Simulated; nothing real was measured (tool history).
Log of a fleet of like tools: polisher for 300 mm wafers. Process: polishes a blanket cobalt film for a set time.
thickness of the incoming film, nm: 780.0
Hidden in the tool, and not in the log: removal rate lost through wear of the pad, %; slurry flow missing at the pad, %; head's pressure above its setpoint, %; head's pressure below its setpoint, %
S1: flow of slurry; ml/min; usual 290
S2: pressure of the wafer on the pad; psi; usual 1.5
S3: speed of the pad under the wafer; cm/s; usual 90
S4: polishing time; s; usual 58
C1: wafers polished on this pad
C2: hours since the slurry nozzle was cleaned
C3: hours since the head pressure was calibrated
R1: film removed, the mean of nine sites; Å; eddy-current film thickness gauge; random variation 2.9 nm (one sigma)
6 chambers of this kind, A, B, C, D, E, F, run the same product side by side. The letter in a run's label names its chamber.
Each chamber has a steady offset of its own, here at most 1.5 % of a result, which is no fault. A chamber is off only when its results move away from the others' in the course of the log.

run,day,S1,S2,S3,S4,C1,C2,C3,R1
# day 0.192: chamber C: worn pad replaced by a new one
1F,0.317,290,1.5,90,58,500,154.4,279.8,2025.4
# day 0.346: chamber A: worn pad replaced by a new one
2E,0.671,290,1.5,90,58,565,166.9,185.9,2011.6
3C,1.042,290,1.5,90,58,256,691.4,259.6,1935.5
4B,1.383,290,1.5,90,58,647,114.4,790.0,2021.7
# day 1.800: chamber B: worn pad replaced by a new one
5D,1.804,290,1.5,90,58,673,201.7,425.1,2068.2
# day 1.854: chamber E: worn pad replaced by a new one
6A,2.112,290,1.5,100,58,533,450.3,135.4,2344.5
# day 2.262: chamber C: slurry nozzle cleaned
7E,2.392,290,1.5,100,58,162,208.2,227.2,2271.2
8C,2.717,290,1.5,100,58,762,11.0,299.8,2241.9
# day 3.042: chamber D: worn pad replaced by a new one
9B,3.067,290,1.5,100,58,382,154.8,830.4,2209.4
10F,3.267,290,1.5,100,58,1391,225.2,350.6,2254.0
# day 3.446: chamber F: head pressure recalibrated
11A,3.508,290,1.5,100,58,954,483.8,168.9,2281.9
# day 3.658: chamber A: worn pad replaced by a new one
12D,3.733,290,1.5,90,58,209,248.0,471.4,2074.2
13A,3.950,290,1.5,90,58,89,494.4,179.5,2052.6
# day 4.079: chamber C: worn pad replaced by a new one
14B,4.362,290,1.5,90,58,773,185.9,861.5,2043.7
# day 4.433: chamber B: worn pad replaced by a new one
# day 4.629: chamber E: worn pad replaced by a new one
15C,4.679,290,1.5,90,58,182,58.1,346.9,2006.0
16D,5.004,290,1.5,90,58,593,278.5,501.9,2078.1
17F,5.317,290,1.5,90,58,2010,274.4,45.0,2016.6
18E,5.667,325,1.5,68,58,313,286.8,305.8,1570.0
# day 5.921: chamber B: head pressure recalibrated
19E,5.921,325,1.5,68,58,390,292.9,311.9,1580.6
20C,6.150,325,1.5,68,58,626,93.4,382.2,1544.8
# day 6.338: chamber D: worn pad replaced by a new one
21A,6.404,325,1.5,68,58,830,553.3,238.4,1548.1
# day 6.771: chamber B: worn pad replaced by a new one
22D,6.771,325,1.5,68,58,131,320.9,544.3,1573.7
23B,7.062,325,1.5,68,58,88,250.7,27.4,1556.3
# day 7.188: chamber A: worn pad replaced by a new one
24F,7.292,290,1.5,90,58,2606,321.8,92.4,1963.4
# day 7.429: chamber B: slurry nozzle cleaned
25B,7.529,290,1.5,90,58,229,2.5,38.6,2066.9
26F,7.862,290,1.5,90,58,2779,335.5,106.1,1919.6
27E,8.221,290,1.5,90,58,1084,348.1,367.1,2039.5
# day 8.288: chamber E: worn pad replaced by a new one
28C,8.617,290,1.5,90,58,1370,152.6,441.4,1999.8
# day 8.688: chamber C: worn pad replaced by a new one
29A,8.967,290,1.5,90,58,537,614.8,299.9,2043.7
30D,9.225,230,1.5,90,39,872,379.8,603.2,1342.5
# day 9.250: chamber B: worn pad replaced by a new one
31F,9.554,230,1.5,90,39,3289,376.1,146.7,1241.6
32B,9.858,230,1.5,90,39,184,58.4,94.5,1354.8
# day 9.892: chamber A: slurry nozzle cleaned
# day 10.071: chamber D: worn pad replaced by a new one
33E,10.112,230,1.5,90,39,552,393.5,412.5,1339.8
34D,10.562,230,1.5,90,39,149,411.9,635.3,1356.1
# day 10.596: chamber A: worn pad replaced by a new one
35C,10.871,230,1.5,90,39,659,206.7,495.5,1325.3
36A,11.262,290,1.5,90,58,202,32.9,355.0,2010.1
37B,11.671,290,1.5,90,58,731,101.9,138.0,2009.7

What goes on in this fleet: one chamber off, a drifting gauge, or nothing beyond the chambers' own small offsets? Name the chamber and the cause, if any.

Chamber F drifts away from the others.
Cause: removal rate lost through wear of the pad, % = 8.9.

Here are 4 candidates for chamber F's next run, each the usual settings with a change, their results left as question marks. Which one brings its results back in line with what the others give on the usual settings?
In line means no further than this from the other chambers' mean on the usual settings: R1 100.0 Å
38F-1,12.000,290,1.5,94,60,,,,?
38F-2,12.000,290,1.5,90,53,,,,?
38F-3,12.000,290,1.5,98,63,,,,?
38F-4,12.000,290,1.4,84,55,,,,?

The other chambers' mean on the usual settings: R1 2042.5 Å
run,R1
38F-1,2032.7
38F-2,1719.5
38F-3,2224.7
38F-4,1555.7
38F-1 brings the chamber back in line.
